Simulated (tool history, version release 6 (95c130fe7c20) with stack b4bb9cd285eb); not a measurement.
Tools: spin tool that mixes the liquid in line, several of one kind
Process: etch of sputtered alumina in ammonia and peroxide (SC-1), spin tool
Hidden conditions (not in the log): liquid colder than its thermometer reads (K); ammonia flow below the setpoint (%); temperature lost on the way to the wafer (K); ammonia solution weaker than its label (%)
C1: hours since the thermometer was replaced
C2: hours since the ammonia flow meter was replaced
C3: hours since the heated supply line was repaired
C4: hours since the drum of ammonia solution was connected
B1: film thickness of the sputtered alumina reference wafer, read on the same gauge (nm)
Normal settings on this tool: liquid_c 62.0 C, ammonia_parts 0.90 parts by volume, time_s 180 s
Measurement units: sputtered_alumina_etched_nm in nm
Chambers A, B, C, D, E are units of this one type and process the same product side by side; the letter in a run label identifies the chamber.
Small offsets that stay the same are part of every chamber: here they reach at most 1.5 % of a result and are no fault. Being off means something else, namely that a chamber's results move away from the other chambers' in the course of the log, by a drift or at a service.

Run 1E, hour 5.4: usual settings; C1 1672.1; C2 359.8; C3 103.5; C4 655.8; B1 149.99. Result: sputtered_alumina_etched_nm 21.440 nm.
Run 2B, hour 11.8: usual settings; C1 437.9; C2 178.2; C3 3290.1; C4 711.5; B1 150.02. Result: sputtered_alumina_etched_nm 21.324 nm.
At hour 12.8: chamber C: ammonia flow meter replaced.
At hour 14.2: chamber C: heated supply line repaired.
Run 3A, hour 19.0: usual settings; C1 1566.8; C2 476.7; C3 272.7; C4 133.0; B1 149.97. Result: sputtered_alumina_etched_nm 21.589 nm.
Run 4D, hour 26.7: usual settings; C1 114.9; C2 705.8; C3 241.2; C4 99.2; B1 149.99. Result: sputtered_alumina_etched_nm 21.510 nm.
Run 5C, hour 37.4: usual settings; C1 1106.7; C2 24.7; C3 23.3; C4 249.8; B1 150.00. Result: sputtered_alumina_etched_nm 21.303 nm.
Run 6D, hour 44.8: usual settings; C1 133.0; C2 723.9; C3 259.3; C4 117.3; B1 149.98. Result: sputtered_alumina_etched_nm 21.509 nm.
Run 7A, hour 50.7: usual settings; C1 1598.5; C2 508.4; C3 304.4; C4 164.7; B1 149.97. Result: sputtered_alumina_etched_nm 21.283 nm.
Run 8B, hour 56.2: usual settings; C1 482.3; C2 222.6; C3 3334.5; C4 755.9; B1 150.01. Result: sputtered_alumina_etched_nm 21.270 nm.
Run 9E, hour 64.3: usual settings; C1 1731.0; C2 418.7; C3 162.4; C4 714.7; B1 149.99. Result: sputtered_alumina_etched_nm 21.192 nm.
Run 10C, hour 72.2: usual settings; C1 1141.5; C2 59.5; C3 58.1; C4 284.6; B1 149.99. Result: sputtered_alumina_etched_nm 21.737 nm.
Run 11B, hour 79.0: usual settings but liquid_c 56.0 C, ammonia_parts 1.05 parts by volume; C1 505.1; C2 245.4; C3 3357.3; C4 778.7; B1 149.97. Result: sputtered_alumina_etched_nm 15.807 nm.
Run 12A, hour 84.7: usual settings but liquid_c 56.0 C, ammonia_parts 1.05 parts by volume; C1 1632.5; C2 542.4; C3 338.4; C4 198.7; B1 150.01. Result: sputtered_alumina_etched_nm 15.809 nm.
Run 13E, hour 95.1: usual settings but liquid_c 56.0 C, ammonia_parts 1.05 parts by volume; C1 1761.8; C2 449.5; C3 193.2; C4 745.5; B1 149.99. Result: sputtered_alumina_etched_nm 15.701 nm.
Run 14C, hour 100.9: usual settings but liquid_c 56.0 C, ammonia_parts 1.05 parts by volume; C1 1170.2; C2 88.2; C3 86.8; C4 313.3; B1 150.00. Result: sputtered_alumina_etched_nm 16.334 nm.
Run 15D, hour 111.3: usual settings but liquid_c 56.0 C, ammonia_parts 1.05 parts by volume; C1 199.5; C2 790.4; C3 325.8; C4 183.8; B1 149.99. Result: sputtered_alumina_etched_nm 16.078 nm.
Run 16E, hour 122.8: usual settings; C1 1789.5; C2 477.2; C3 220.9; C4 773.2; B1 150.01. Result: sputtered_alumina_etched_nm 20.678 nm.
Run 17A, hour 130.1: usual settings; C1 1677.9; C2 587.8; C3 383.8; C4 244.1; B1 150.01. Result: sputtered_alumina_etched_nm 21.533 nm.
At hour 136.3: chamber D: new drum of ammonia solution connected.
Run 18D, hour 138.3: usual settings; C1 226.5; C2 817.4; C3 352.8; C4 2.0; B1 149.98. Result: sputtered_alumina_etched_nm 21.601 nm.
Run 19B, hour 145.4: usual settings; C1 571.5; C2 311.8; C3 3423.7; C4 845.1; B1 149.98. Result: sputtered_alumina_etched_nm 21.698 nm.
Run 20C, hour 151.8: usual settings; C1 1221.1; C2 139.1; C3 137.7; C4 364.2; B1 150.03. Result: sputtered_alumina_etched_nm 21.938 nm.
At hour 153.5: chamber B: new drum of ammonia solution connected.
Run 21D, hour 160.4: usual settings; C1 248.6; C2 839.5; C3 374.9; C4 24.1; B1 150.01. Result: sputtered_alumina_etched_nm 21.738 nm.
Run 22C, hour 166.5: usual settings; C1 1235.8; C2 153.8; C3 152.4; C4 378.9; B1 150.00. Result: sputtered_alumina_etched_nm 21.568 nm.
Run 23B, hour 174.6: usual settings; C1 600.7; C2 341.0; C3 3452.9; C4 21.1; B1 150.01. Result: sputtered_alumina_etched_nm 21.465 nm.
Run 24A, hour 180.5: usual settings; C1 1728.3; C2 638.2; C3 434.2; C4 294.5; B1 150.01. Result: sputtered_alumina_etched_nm 21.195 nm.
Run 25E, hour 186.7: usual settings; C1 1853.4; C2 541.1; C3 284.8; C4 837.1; B1 150.00. Result: sputtered_alumina_etched_nm 19.989 nm.
Run 26B, hour 197.8: usual settings; C1 623.9; C2 364.2; C3 3476.1; C4 44.3; B1 150.00. Result: sputtered_alumina_etched_nm 21.614 nm.
Run 27D, hour 207.8: usual settings; C1 296.0; C2 886.9; C3 422.3; C4 71.5; B1 150.04. Result: sputtered_alumina_etched_nm 21.619 nm.
At hour 214.3: chamber D: ammonia flow meter replaced.
Run 28A, hour 217.9: usual settings; C1 1765.7; C2 675.6; C3 471.6; C4 331.9; B1 150.02. Result: sputtered_alumina_etched_nm 21.395 nm.
Run 29E, hour 224.1: usual settings but liquid_c 65.5 C; C1 1890.8; C2 578.5; C3 322.2; C4 874.5; B1 150.03. Result: sputtered_alumina_etched_nm 23.512 nm.
Run 30C, hour 230.2: usual settings but liquid_c 65.5 C; C1 1299.5; C2 217.5; C3 216.1; C4 442.6; B1 150.01. Result: sputtered_alumina_etched_nm 25.758 nm.
Run 31E, hour 238.6: usual settings but liquid_c 65.5 C; C1 1905.3; C2 593.0; C3 336.7; C4 889.0; B1 150.00. Result: sputtered_alumina_etched_nm 23.250 nm.
Run 32D, hour 249.5: usual settings but liquid_c 65.5 C; C1 337.7; C2 35.2; C3 464.0; C4 113.2; B1 150.02. Result: sputtered_alumina_etched_nm 25.646 nm.

Which is it: a chamber that has drifted or been left off by a service, a gauge drift common to all chambers, or only each chamber's usual small offset? If a chamber is off, name it and its likeliest cause.

It is chamber E that slowly wanders off from its peers.
What lies behind it: liquid colder than its thermometer reads (K) = 2.03.
From this log alone, it may not be told apart from: temperature lost on the way to the wafer (K).

Below are 4 candidate recipes for chamber E's next run, each the usual settings with a change, their results shown as question marks. Which of them brings E's results back in line with what the other chambers give on the usual settings?
In line means no further than this from the other chambers' mean on the usual settings: sputtered_alumina_etched_nm 0.530 nm
Run 33E-1, hour 257.9: usual settings but liquid_c 64.0 C. Result: sputtered_alumina_etched_nm ?.
Run 33E-2, hour 257.9: usual settings but liquid_c 61.0 C, time_s 170 s. Result: sputtered_alumina_etched_nm ?.
Run 33E-3, hour 257.9: usual settings but ammonia_parts 1.20 parts by volume. Result: sputtered_alumina_etched_nm ?.
Run 33E-4, hour 257.9: usual settings but time_s 175 s. Result: sputtered_alumina_etched_nm ?.

Average result of the remaining chambers running the usual settings: sputtered_alumina_etched_nm 21.499 nm
  run  sputtered_alumina_etched_nm
33E-1                       21.391
33E-2                       17.320
33E-3                       19.857
33E-4                       18.781
33E-1 is the one that brings the chamber's results back in line with the other chambers.

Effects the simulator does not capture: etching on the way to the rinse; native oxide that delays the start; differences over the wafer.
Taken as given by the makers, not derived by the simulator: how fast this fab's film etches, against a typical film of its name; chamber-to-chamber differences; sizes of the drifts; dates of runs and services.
